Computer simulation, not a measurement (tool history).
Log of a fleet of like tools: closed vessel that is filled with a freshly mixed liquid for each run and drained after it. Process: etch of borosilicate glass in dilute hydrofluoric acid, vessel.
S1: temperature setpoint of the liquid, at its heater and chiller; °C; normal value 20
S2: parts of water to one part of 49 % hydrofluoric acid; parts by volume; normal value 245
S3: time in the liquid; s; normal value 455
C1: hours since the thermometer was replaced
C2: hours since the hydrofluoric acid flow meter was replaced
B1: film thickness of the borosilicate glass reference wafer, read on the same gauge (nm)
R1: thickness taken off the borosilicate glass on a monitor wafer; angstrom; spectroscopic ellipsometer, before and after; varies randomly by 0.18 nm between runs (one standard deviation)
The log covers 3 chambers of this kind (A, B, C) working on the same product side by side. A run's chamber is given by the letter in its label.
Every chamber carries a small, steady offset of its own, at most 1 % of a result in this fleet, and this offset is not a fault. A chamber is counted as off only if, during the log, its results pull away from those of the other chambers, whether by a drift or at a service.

| run | day | S1 | S2 | S3 | C1 | C2 | B1 | R1 |
|---|---|---|---|---|---|---|---|---|
| 1B | 0.188 | 20 | 245 | 455 | 320.6 | 338.1 | 130.01 | 332.60 |
| 2C | 0.471 | 20 | 245 | 455 | 178.0 | 279.7 | 130.03 | 339.63 |
| 3A | 0.671 | 20 | 245 | 455 | 123.6 | 664.4 | 130.00 | 332.60 |
| 4C | 0.942 | 20 | 245 | 455 | 189.3 | 291.0 | 130.00 | 335.90 |
| 5B | 1.204 | 20 | 245 | 455 | 345.0 | 362.5 | 130.00 | 335.70 |
| 6A | 1.429 | 20 | 245 | 455 | 141.8 | 682.6 | 129.97 | 333.93 |
| 7C | 1.700 | 20 | 245 | 455 | 207.5 | 309.2 | 130.00 | 335.75 |
| 8A | 1.929 | 20 | 245 | 455 | 153.8 | 694.6 | 130.00 | 332.98 |
| 9B | 2.096 | 20 | 245 | 455 | 366.4 | 383.9 | 129.99 | 335.59 |
| 10A | 2.312 | 17 | 195 | 455 | 163.0 | 703.8 | 130.00 | 388.12 |
| 11C | 2.596 | 17 | 195 | 455 | 229.0 | 330.7 | 130.00 | 393.57 |
| 12B | 2.779 | 17 | 195 | 455 | 382.8 | 400.3 | 130.01 | 394.30 |
| 13A | 2.950 | 20 | 245 | 455 | 178.3 | 719.1 | 129.99 | 336.81 |
| 14C | 3.158 | 20 | 245 | 455 | 242.5 | 344.2 | 130.00 | 334.94 |
| 15B | 3.292 | 20 | 245 | 455 | 395.1 | 412.6 | 129.98 | 335.55 |
| 16A | 3.442 | 20 | 245 | 455 | 190.1 | 730.9 | 129.99 | 336.78 |
| 17B | 3.667 | 20 | 245 | 455 | 404.1 | 421.6 | 130.01 | 332.85 |
| 18C | 3.892 | 20 | 245 | 455 | 260.1 | 361.8 | 130.00 | 337.65 |
| 19B | 4.029 | 20 | 245 | 455 | 412.8 | 430.3 | 129.99 | 333.13 |
| 20A | 4.200 | 20 | 245 | 455 | 208.3 | 749.1 | 130.01 | 336.30 |
| 21C | 4.458 | 20 | 245 | 455 | 273.7 | 375.4 | 130.03 | 338.71 |
| 22C | 4.692 | 25 | 245 | 330 | 279.3 | 381.0 | 129.97 | 290.88 |
| 23A | 4.858 | 25 | 245 | 330 | 224.1 | 764.9 | 130.00 | 293.29 |
| 24B | 5.008 | 25 | 245 | 330 | 436.3 | 453.8 | 130.01 | 292.86 |
| 25A | 5.142 | 20 | 245 | 455 | 230.9 | 771.7 | 130.00 | 331.83 |
| 26C | 5.296 | 20 | 245 | 455 | 293.8 | 395.5 | 130.00 | 336.63 |

Each of the 3 chambers runs these same settings next. Fill in every chamber's results:
| 27A | 5.504 | 20 | 245 | 455 |  |  |  | ? |
| 27B | 5.504 | 20 | 245 | 455 |  |  |  | ? |
| 27C | 5.504 | 20 | 245 | 455 |  |  |  | ? |

| run | R1 |
|---|---|
| 27A | 334.99 |
| 27B | 336.78 |
| 27C | 334.08 |
